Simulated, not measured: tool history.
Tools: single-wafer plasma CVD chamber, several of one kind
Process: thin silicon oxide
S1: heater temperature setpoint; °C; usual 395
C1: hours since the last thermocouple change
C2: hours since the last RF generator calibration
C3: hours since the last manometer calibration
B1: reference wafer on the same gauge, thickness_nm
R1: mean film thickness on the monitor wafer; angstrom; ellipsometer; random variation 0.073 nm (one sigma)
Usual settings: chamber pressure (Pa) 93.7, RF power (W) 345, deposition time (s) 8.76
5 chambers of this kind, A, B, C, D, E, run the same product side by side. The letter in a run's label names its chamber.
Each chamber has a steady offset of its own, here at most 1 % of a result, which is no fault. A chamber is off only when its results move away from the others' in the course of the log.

Run 1A, day 0.2: usual settings; C1 526.1; C2 978.5; C3 388.1; B1 17.684. Result: R1 149.61 angstrom.
Run 2E, day 0.483: usual settings; C1 761.8; C2 1002.8; C3 1138.4; B1 17.693. Result: R1 151.31 angstrom.
Run 3C, day 0.792: usual settings; C1 830.4; C2 899.7; C3 1002; B1 17.678. Result: R1 150.39 angstrom.
Run 4D, day 1.125: usual settings; C1 642.3; C2 989.9; C3 1060.5; B1 17.716. Result: R1 150.44 angstrom.
Run 5B, day 1.471: usual settings; C1 1341; C2 2010.6; C3 620.1; B1 17.701. Result: R1 148.96 angstrom.
Run 6B, day 1.85: usual settings; C1 1350.1; C2 2019.7; C3 629.2; B1 17.703. Result: R1 150.92 angstrom.
Run 7E, day 2.225: usual settings; C1 803.6; C2 1044.6; C3 1180.2; B1 17.685. Result: R1 149.5 angstrom.
Run 8D, day 2.408: usual settings; C1 673.1; C2 1020.7; C3 1091.3; B1 17.704. Result: R1 151.13 angstrom.
Run 9A, day 2.658: usual settings but RF power (W) 315; C1 585.1; C2 1037.5; C3 447.1; B1 17.676. Result: R1 143.27 angstrom.
Run 10C, day 2.95: usual settings but RF power (W) 315; C1 882.2; C2 951.5; C3 1053.8; B1 17.699. Result: R1 144.42 angstrom.
Run 11D, day 3.15: usual settings but RF power (W) 315; C1 690.9; C2 1038.5; C3 1109.1; B1 17.709. Result: R1 145.91 angstrom.
Run 12A, day 3.412: usual settings but RF power (W) 315; C1 603.2; C2 1055.6; C3 465.2; B1 17.7. Result: R1 143.45 angstrom.
Run 13C, day 3.7: usual settings but RF power (W) 315; C1 900.2; C2 969.5; C3 1071.8; B1 17.684. Result: R1 145.32 angstrom.
Run 14B, day 3.892: usual settings; C1 1399.1; C2 2068.7; C3 678.2; B1 17.704. Result: R1 150.39 angstrom.
Run 15E, day 4.283: usual settings; C1 853; C2 1094; C3 1229.6; B1 17.68. Result: R1 148.11 angstrom.
Run 16A, day 4.638: usual settings; C1 632.6; C2 1085; C3 494.6; B1 17.705. Result: R1 149.43 angstrom.
Run 17C, day 5: usual settings; C1 931.4; C2 1000.7; C3 1103; B1 17.716. Result: R1 151.42 angstrom.
Run 18D, day 5.346: usual settings; C1 743.6; C2 1091.2; C3 1161.8; B1 17.689. Result: R1 151.96 angstrom.
Run 19E, day 5.592: usual settings; C1 884.4; C2 1125.4; C3 1261; B1 17.689. Result: R1 147.93 angstrom.
Run 20B, day 5.892: usual settings; C1 1447.1; C2 2116.7; C3 726.2; B1 17.701. Result: R1 149.04 angstrom.
Run 21E, day 6.171: usual settings; C1 898.3; C2 1139.3; C3 1274.9; B1 17.725. Result: R1 149.19 angstrom.
Run 22C, day 6.504: usual settings; C1 967.5; C2 1036.8; C3 1139.1; B1 17.702. Result: R1 150.55 angstrom.
Run 23B, day 6.846: usual settings; C1 1470; C2 2139.6; C3 749.1; B1 17.696. Result: R1 149.68 angstrom.
Run 24A, day 7.088: usual settings; C1 691.4; C2 1143.8; C3 553.4; B1 17.693. Result: R1 147.79 angstrom.
Run 25D, day 7.338: usual settings; C1 791.4; C2 1139; C3 1209.6; B1 17.7. Result: R1 152.7 angstrom.
Run 26E, day 7.633: usual settings but chamber pressure (Pa) 80.8; C1 933.4; C2 1174.4; C3 1310; B1 17.712. Result: R1 125.52 angstrom.
Run 27D, day 7.933: usual settings but chamber pressure (Pa) 80.8; C1 805.7; C2 1153.3; C3 1223.9; B1 17.68. Result: R1 129.61 angstrom.
Run 28A, day 8.342: usual settings but chamber pressure (Pa) 80.8; C1 721.5; C2 1173.9; C3 583.5; B1 17.713. Result: R1 127.06 angstrom.
At day 8.558: chamber C: RF generator calibrated.
Run 29C, day 8.729: usual settings but chamber pressure (Pa) 80.8; C1 1020.9; C2 4.2; C3 1192.5; B1 17.684. Result: R1 127.98 angstrom.
Run 30B, day 8.988: usual settings but chamber pressure (Pa) 80.8; C1 1521.4; C2 2191; C3 800.5; B1 17.699. Result: R1 126.88 angstrom.
Run 31C, day 9.208: usual settings; C1 1032.4; C2 15.7; C3 1204; B1 17.705. Result: R1 148.32 angstrom.
Run 32B, day 9.504: usual settings; C1 1533.8; C2 2203.4; C3 812.9; B1 17.69. Result: R1 150.86 angstrom.
Run 33E, day 9.725: usual settings; C1 983.6; C2 1224.6; C3 1360.2; B1 17.702. Result: R1 146.23 angstrom.
Run 34A, day 9.954: usual settings; C1 760.2; C2 1212.6; C3 622.2; B1 17.712. Result: R1 149.11 angstrom.
Run 35D, day 10.142: usual settings; C1 858.7; C2 1206.3; C3 1276.9; B1 17.702. Result: R1 151.59 angstrom.
Run 36D, day 10.467: usual settings; C1 866.5; C2 1214.1; C3 1284.7; B1 17.706. Result: R1 150.65 angstrom.
Run 37E, day 10.846: usual settings; C1 1010.5; C2 1251.5; C3 1387.1; B1 17.696. Result: R1 145.15 angstrom.
Run 38B, day 11.079: usual settings; C1 1571.6; C2 2241.2; C3 850.7; B1 17.737. Result: R1 150.01 angstrom.
Run 39A, day 11.4: usual settings but deposition time (s) 9.3; C1 794.9; C2 1247.3; C3 656.9; B1 17.713. Result: R1 159.41 angstrom.
Run 40C, day 11.771: usual settings but deposition time (s) 9.3; C1 1093.9; C2 77.2; C3 1265.5; B1 17.67. Result: R1 160.5 angstrom.
Run 41B, day 12.175: usual settings but deposition time (s) 9.3; C1 1597.9; C2 2267.5; C3 877; B1 17.719. Result: R1 158.93 angstrom.
Run 42D, day 12.567: usual settings but deposition time (s) 9.3; C1 916.9; C2 1264.5; C3 1335.1; B1 17.713. Result: R1 159.88 angstrom.
Run 43E, day 12.833: usual settings but deposition time (s) 9.3; C1 1058.2; C2 1299.2; C3 1434.8; B1 17.714. Result: R1 152.88 angstrom.
Run 44A, day 13.221: usual settings; C1 838.6; C2 1291; C3 700.6; B1 17.693. Result: R1 149.5 angstrom.

All 5 chambers run these settings next. Forecast each chamber's results:
Run 45A, day 13.512: usual settings but RF power (W) 320. Result: R1 ?.
Run 45B, day 13.512: usual settings but RF power (W) 320. Result: R1 ?.
Run 45C, day 13.512: usual settings but RF power (W) 320. Result: R1 ?.
Run 45D, day 13.512: usual settings but RF power (W) 320. Result: R1 ?.
Run 45E, day 13.512: usual settings but RF power (W) 320. Result: R1 ?.

run      R1
45A  145.09
45B  146.23
45C  146.62
45D  147.13
45E  140.42
